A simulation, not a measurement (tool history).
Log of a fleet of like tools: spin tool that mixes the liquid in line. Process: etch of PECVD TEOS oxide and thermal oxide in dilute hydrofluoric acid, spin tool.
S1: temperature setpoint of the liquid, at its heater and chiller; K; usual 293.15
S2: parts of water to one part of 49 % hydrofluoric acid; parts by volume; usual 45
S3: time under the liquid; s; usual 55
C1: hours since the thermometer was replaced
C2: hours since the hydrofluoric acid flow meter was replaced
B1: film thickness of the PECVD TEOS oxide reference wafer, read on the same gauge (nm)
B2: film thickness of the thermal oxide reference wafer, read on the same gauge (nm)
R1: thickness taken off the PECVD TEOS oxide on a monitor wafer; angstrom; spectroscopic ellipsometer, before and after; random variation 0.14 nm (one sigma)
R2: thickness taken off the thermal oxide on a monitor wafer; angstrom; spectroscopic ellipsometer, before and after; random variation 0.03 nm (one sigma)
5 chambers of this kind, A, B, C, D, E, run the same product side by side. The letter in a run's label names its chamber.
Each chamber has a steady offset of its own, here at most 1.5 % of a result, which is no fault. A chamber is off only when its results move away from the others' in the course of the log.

Run 1A, hour 2.7: usual settings; C1 1341.2; C2 109.4; B1 40.056; B2 100.010. Result: R1 149.25 angstrom, R2 51.713 angstrom.
Run 2E, hour 5.6: usual settings; C1 892.5; C2 679.3; B1 39.996; B2 100.010. Result: R1 148.02 angstrom, R2 51.900 angstrom.
Run 3C, hour 8.5: usual settings; C1 1575.8; C2 325.2; B1 40.010; B2 99.989. Result: R1 148.86 angstrom, R2 51.571 angstrom.
Run 4B, hour 13.4: usual settings; C1 203.2; C2 1302.8; B1 39.974; B2 99.986. Result: R1 148.83 angstrom, R2 51.013 angstrom.
Run 5D, hour 17.6: usual settings; C1 268.3; C2 106.6; B1 39.994; B2 100.000. Result: R1 148.93 angstrom, R2 51.560 angstrom.
Run 6C, hour 21.1: usual settings; C1 1588.4; C2 337.8; B1 40.007; B2 100.000. Result: R1 149.23 angstrom, R2 51.551 angstrom.
Run 7D, hour 24.9: usual settings; C1 275.6; C2 113.9; B1 39.993; B2 99.998. Result: R1 151.71 angstrom, R2 51.721 angstrom.
Run 8B, hour 29.5: usual settings; C1 219.3; C2 1318.9; B1 39.951; B2 100.000. Result: R1 146.23 angstrom, R2 51.100 angstrom.
At hour 32.9: chamber B: hydrofluoric acid flow meter replaced.
Run 9A, hour 34.6: usual settings but S1 290.65 K; C1 1373.1; C2 141.3; B1 40.007; B2 100.010. Result: R1 131.49 angstrom, R2 46.118 angstrom.
Run 10E, hour 40.0: usual settings but S1 290.65 K; C1 926.9; C2 713.7; B1 39.983; B2 100.010. Result: R1 134.75 angstrom, R2 46.305 angstrom.
Run 11A, hour 45.3: usual settings but S1 290.65 K; C1 1383.8; C2 152.0; B1 39.999; B2 100.010. Result: R1 132.41 angstrom, R2 45.904 angstrom.
Run 12C, hour 49.7: usual settings but S1 290.65 K; C1 1617.0; C2 366.4; B1 39.958; B2 100.000. Result: R1 132.69 angstrom, R2 45.770 angstrom.
Run 13D, hour 54.1: usual settings but S1 290.65 K; C1 304.8; C2 143.1; B1 40.025; B2 100.000. Result: R1 131.72 angstrom, R2 46.340 angstrom.
Run 14B, hour 58.3: usual settings; C1 248.1; C2 25.5; B1 40.055; B2 100.020. Result: R1 148.47 angstrom, R2 50.284 angstrom.
Run 15E, hour 61.7: usual settings but S1 295.65 K; C1 948.6; C2 735.4; B1 39.998; B2 99.995. Result: R1 163.53 angstrom, R2 56.623 angstrom.
Run 16E, hour 66.5: usual settings but S1 295.65 K; C1 953.4; C2 740.2; B1 39.974; B2 100.010. Result: R1 166.14 angstrom, R2 56.833 angstrom.
Run 17A, hour 71.4: usual settings but S1 295.65 K; C1 1409.9; C2 178.1; B1 40.019; B2 99.992. Result: R1 164.95 angstrom, R2 56.751 angstrom.
Run 18D, hour 74.6: usual settings but S1 295.65 K; C1 325.3; C2 163.6; B1 40.000; B2 99.995. Result: R1 164.86 angstrom, R2 56.945 angstrom.
Run 19C, hour 78.7: usual settings but S1 295.65 K; C1 1646.0; C2 395.4; B1 40.027; B2 100.010. Result: R1 163.93 angstrom, R2 57.272 angstrom.
Run 20B, hour 81.5: usual settings; C1 271.3; C2 48.7; B1 40.040; B2 99.993. Result: R1 148.61 angstrom, R2 50.570 angstrom.
Run 21D, hour 86.7: usual settings; C1 337.4; C2 175.7; B1 39.994; B2 99.977. Result: R1 148.78 angstrom, R2 51.504 angstrom.
Run 22A, hour 89.8: usual settings; C1 1428.3; C2 196.5; B1 39.979; B2 99.988. Result: R1 148.82 angstrom, R2 51.312 angstrom.
Run 23C, hour 94.8: usual settings; C1 1662.1; C2 411.5; B1 39.957; B2 100.010. Result: R1 148.73 angstrom, R2 51.022 angstrom.
Run 24E, hour 98.5: usual settings but S2 35 parts by volume, S3 85 s; C1 985.4; C2 772.2; B1 39.970; B2 100.000. Result: R1 303.32 angstrom, R2 101.400 angstrom.
Run 25B, hour 103.4: usual settings but S2 35 parts by volume, S3 85 s; C1 293.2; C2 70.6; B1 40.037; B2 100.000. Result: R1 296.88 angstrom, R2 102.230 angstrom.
Run 26E, hour 106.9: usual settings but S2 35 parts by volume, S3 85 s; C1 993.8; C2 780.6; B1 40.013; B2 100.000. Result: R1 297.06 angstrom, R2 103.050 angstrom.
Run 27A, hour 109.4: usual settings but S2 35 parts by volume, S3 85 s; C1 1447.9; C2 216.1; B1 39.994; B2 100.000. Result: R1 295.11 angstrom, R2 102.220 angstrom.
Run 28C, hour 114.2: usual settings but S2 35 parts by volume, S3 85 s; C1 1681.5; C2 430.9; B1 40.061; B2 99.990. Result: R1 296.76 angstrom, R2 105.230 angstrom.
Run 29B, hour 118.6: usual settings; C1 308.4; C2 85.8; B1 40.023; B2 100.010. Result: R1 149.50 angstrom, R2 51.000 angstrom.
Run 30D, hour 123.6: usual settings; C1 374.3; C2 212.6; B1 40.041; B2 100.010. Result: R1 147.18 angstrom, R2 51.107 angstrom.
Run 31A, hour 129.5: usual settings; C1 1468.0; C2 236.2; B1 39.996; B2 100.000. Result: R1 149.83 angstrom, R2 51.991 angstrom.
Run 32C, hour 133.4: usual settings; C1 1700.7; C2 450.1; B1 40.027; B2 99.978. Result: R1 150.45 angstrom, R2 51.287 angstrom.
Run 33D, hour 136.3: usual settings; C1 387.0; C2 225.3; B1 40.011; B2 99.981. Result: R1 147.31 angstrom, R2 51.335 angstrom.
Run 34B, hour 141.0: usual settings; C1 330.8; C2 108.2; B1 39.986; B2 100.000. Result: R1 151.26 angstrom, R2 51.139 angstrom.
Run 35E, hour 146.3: usual settings but S3 65 s; C1 1033.2; C2 820.0; B1 39.996; B2 100.010. Result: R1 175.40 angstrom, R2 60.498 angstrom.
Run 36D, hour 150.3: usual settings but S3 65 s; C1 401.0; C2 239.3; B1 39.973; B2 100.010. Result: R1 176.30 angstrom, R2 61.277 angstrom.
Run 37B, hour 155.3: usual settings but S3 65 s; C1 345.1; C2 122.5; B1 40.024; B2 99.994. Result: R1 177.52 angstrom, R2 60.034 angstrom.
Run 38E, hour 160.1: usual settings but S3 65 s; C1 1047.0; C2 833.8; B1 40.020; B2 99.981. Result: R1 173.97 angstrom, R2 60.724 angstrom.
Run 39A, hour 165.0: usual settings but S3 65 s; C1 1503.5; C2 271.7; B1 39.959; B2 99.980. Result: R1 177.06 angstrom, R2 60.590 angstrom.

Is one chamber off against the others, does the gauge drift, or is nothing wrong? If a chamber is off, say which, and what the likeliest cause is.

No chamber stands off beyond its own small offset, and the gauge holds steady.
